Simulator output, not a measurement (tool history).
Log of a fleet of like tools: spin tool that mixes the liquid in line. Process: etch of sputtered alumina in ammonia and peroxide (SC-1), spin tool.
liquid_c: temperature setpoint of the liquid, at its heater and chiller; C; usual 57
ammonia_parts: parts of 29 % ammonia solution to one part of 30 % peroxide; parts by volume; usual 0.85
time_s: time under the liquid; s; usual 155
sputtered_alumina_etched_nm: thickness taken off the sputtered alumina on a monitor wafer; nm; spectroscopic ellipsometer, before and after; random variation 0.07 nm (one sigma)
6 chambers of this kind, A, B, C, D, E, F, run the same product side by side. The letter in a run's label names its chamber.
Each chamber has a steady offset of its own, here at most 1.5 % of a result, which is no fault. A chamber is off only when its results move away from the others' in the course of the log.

run	day	liquid_c	ammonia_parts	time_s	hours since the thermometer was replaced	hours since the ammonia flow meter was replaced	hours since the heated supply line was repaired	hours since the drum of ammonia solution was connected	read-back film thickness of the sputtered alumina reference wafer, read on the same gauge (nm)	sputtered_alumina_etched_nm
1D	0.279	57	0.85	155	22.5	1235.3	133.3	233.6	30.008	10.3900
2E	0.533	57	0.85	155	424.7	1777.1	774.4	286.9	30.001	10.4760
3B	0.858	57	0.85	155	1106.2	80.8	3150.4	515.5	30.012	10.6280
4A	1.179	57	0.85	155	860.5	216.9	357.0	143.3	30.012	10.6200
5C	1.492	57	0.85	155	1304.5	754.7	720.9	949.3	29.976	10.5290
# day 1.612: chamber C: new drum of ammonia solution connected
6F	1.933	57	0.85	115	937.3	418.1	300.0	551.5	29.962	7.9475
7A	2.379	57	0.85	115	889.3	245.7	385.8	172.1	29.959	7.8751
8F	2.788	57	0.85	115	957.8	438.6	320.5	572.0	30.000	7.8589
9C	3.254	57	0.85	115	1346.8	797.0	763.2	39.4	30.008	7.7920
10D	3.471	57	0.85	115	99.1	1311.9	209.9	310.2	29.989	7.8496
11B	3.767	57	0.85	115	1176.0	150.6	3220.2	585.3	29.968	7.8547
12E	4.117	57	0.85	155	510.7	1863.1	860.4	372.9	30.012	10.4410
13B	4.358	57	0.85	155	1190.2	164.8	3234.4	599.5	29.982	10.6570
14A	4.625	57	0.85	155	943.2	299.6	439.7	226.0	29.994	10.5070
15F	4.942	57	0.85	155	1009.5	490.3	372.2	623.7	30.031	10.4950
16D	5.233	57	0.85	155	141.4	1354.2	252.2	352.5	30.043	10.5350
17C	5.554	57	0.85	155	1402.0	852.2	818.4	94.6	30.009	10.5410
18E	5.971	57	0.85	155	555.2	1907.6	904.9	417.4	29.991	10.4050
19A	6.421	57	0.85	155	986.3	342.7	482.8	269.1	30.007	10.5200
# day 6.525: chamber B: thermometer replaced
20B	6.833	57	0.85	155	7.4	224.2	3293.8	658.9	29.995	10.5930
21C	7.083	57	0.85	155	1438.7	888.9	855.1	131.3	30.019	10.5800
22D	7.346	57	0.85	155	192.1	1404.9	302.9	403.2	30.012	10.5600
23E	7.633	57	0.85	155	595.1	1947.5	944.8	457.3	29.966	10.5400
24F	8.021	57	0.60	155	1083.4	564.2	446.1	697.6	29.999	9.8075
25C	8.317	57	0.60	155	1468.3	918.5	884.7	160.9	30.030	10.2950
26D	8.758	57	0.60	155	226.0	1438.8	336.8	437.1	29.997	10.2580
27A	8.988	57	0.60	155	1047.9	404.3	544.4	330.7	30.027	10.1810
28E	9.238	57	0.60	155	633.6	1986.0	983.3	495.8	29.999	10.2460
# day 9.467: chamber A: new drum of ammonia solution connected
29F	9.629	57	0.60	155	1122.0	602.8	484.7	736.2	29.981	9.9080
30B	10.058	57	0.85	155	84.8	301.6	3371.2	736.3	29.971	10.5230
31B	10.312	57	0.85	155	90.9	307.7	3377.3	742.4	29.999	10.6130
32C	10.675	57	0.85	155	1524.9	975.1	941.3	217.5	29.995	10.4970
33E	10.971	57	0.85	155	675.2	2027.6	1024.9	537.4	30.010	10.4800
34D	11.438	50	0.85	155	290.3	1503.1	401.1	501.4	29.981	7.2626
35F	11.842	50	0.85	155	1175.1	655.9	537.8	789.3	29.995	6.7774
36A	12.150	50	0.85	155	1123.8	480.2	620.3	64.4	30.006	7.2533
# day 12.529: chamber E: heated supply line repaired
37E	12.588	50	0.85	155	714.0	2066.4	1.5	576.2	29.998	7.2861
38A	13.017	50	0.85	155	1144.6	501.0	641.1	85.2	29.975	7.2093
39F	13.479	50	0.85	155	1214.4	695.2	577.1	828.6	30.031	6.8150
40C	13.738	57	0.85	155	1598.4	1048.6	1014.8	291.0	29.978	10.5910

Is one chamber off against the others, does the gauge drift, or is nothing wrong? If a chamber is off, say which, and what the likeliest cause is.

Chamber F drifts away from the others.
Cause: liquid colder than its thermometer reads (K) = 1.65.
The log may not tell that from: temperature lost on the way to the wafer (K).

Here are 4 candidates for chamber F's next run, each the usual settings with a change, their results left as question marks. Which one brings its results back in line with what the others give on the usual settings?
In line means no further than this from the other chambers' mean on the usual settings: sputtered_alumina_etched_nm 0.2400 nm
41F-1	14.096	55.5	0.85	155						?
41F-2	14.096	56.0	0.85	140						?
41F-3	14.096	60.0	0.85	155						?
41F-4	14.096	58.5	0.85	155						?

The other chambers' mean on the usual settings: sputtered_alumina_etched_nm 10.5260 nm
run	sputtered_alumina_etched_nm
41F-1	9.0700
41F-2	8.4097
41F-3	11.4690
41F-4	10.6160
41F-4 brings the chamber back in line.
